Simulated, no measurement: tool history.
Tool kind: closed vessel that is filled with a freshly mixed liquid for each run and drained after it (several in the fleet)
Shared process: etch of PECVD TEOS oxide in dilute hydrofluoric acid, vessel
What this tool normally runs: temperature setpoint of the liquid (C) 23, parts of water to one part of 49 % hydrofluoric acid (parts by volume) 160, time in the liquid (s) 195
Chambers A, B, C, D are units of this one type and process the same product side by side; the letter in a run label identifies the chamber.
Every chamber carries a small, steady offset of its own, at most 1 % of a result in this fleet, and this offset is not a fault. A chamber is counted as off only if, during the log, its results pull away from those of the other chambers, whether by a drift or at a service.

run,hour,temperature setpoint of the liquid (C),parts of water to one part of 49 % hydrofluoric acid (parts by volume),time in the liquid (s),"read-back film thickness of the PECVD TEOS oxide reference wafer, read on the same gauge (nm)",thickness taken off the PECVD TEOS oxide on a monitor wafer (Å)
1A,3.4,23,160,195,69.988,95.525
2C,5.5,23,160,195,70.012,92.534
3B,8.5,23,160,195,69.997,92.700
4D,12.7,23,160,195,70.008,94.578
5B,16.0,23,160,195,69.992,92.352
6A,18.1,23,110,195,70.006,146.440
7D,21.9,23,110,195,70.002,147.920
8C,24.1,23,110,195,70.006,142.340
9A,26.6,23,110,195,69.993,146.610
10B,29.9,23,160,195,70.006,92.497
11C,32.8,23,160,195,70.019,94.010
12D,36.4,20,160,275,69.998,119.150
13A,40.4,20,160,275,70.006,117.800
14C,44.8,20,160,275,70.014,115.860
15D,47.9,20,160,275,70.012,118.660
16B,50.2,23,160,195,69.989,92.137
17D,54.4,23,160,195,70.015,94.424
18B,56.6,23,160,195,70.009,93.371
19C,59.3,23,160,195,69.989,92.957
20A,63.4,23,160,195,70.007,94.952
21C,66.8,23,160,195,70.006,94.403
22D,70.6,23,160,195,70.002,94.027
23A,73.4,23,160,195,70.006,93.660
24B,77.4,23,160,195,70.004,92.423
25A,81.2,23,160,195,69.994,94.277
# hour 81.9: chamber C: hydrofluoric acid flow meter replaced
26B,83.6,23,160,195,70.003,92.214
27D,85.9,23,160,195,70.004,94.797
28C,88.3,23,105,195,70.016,152.760
29B,90.7,23,105,195,70.007,147.960
30C,93.9,23,105,195,70.006,152.110
31D,96.3,23,105,195,69.997,154.660

Which is it: a chamber that has drifted or been left off by a service, a gauge drift common to all chambers, or only each chamber's usual small offset? If a chamber is off, name it and its likeliest cause.

Beyond each chamber's small constant offset nothing stands out, and the gauge stays steady.
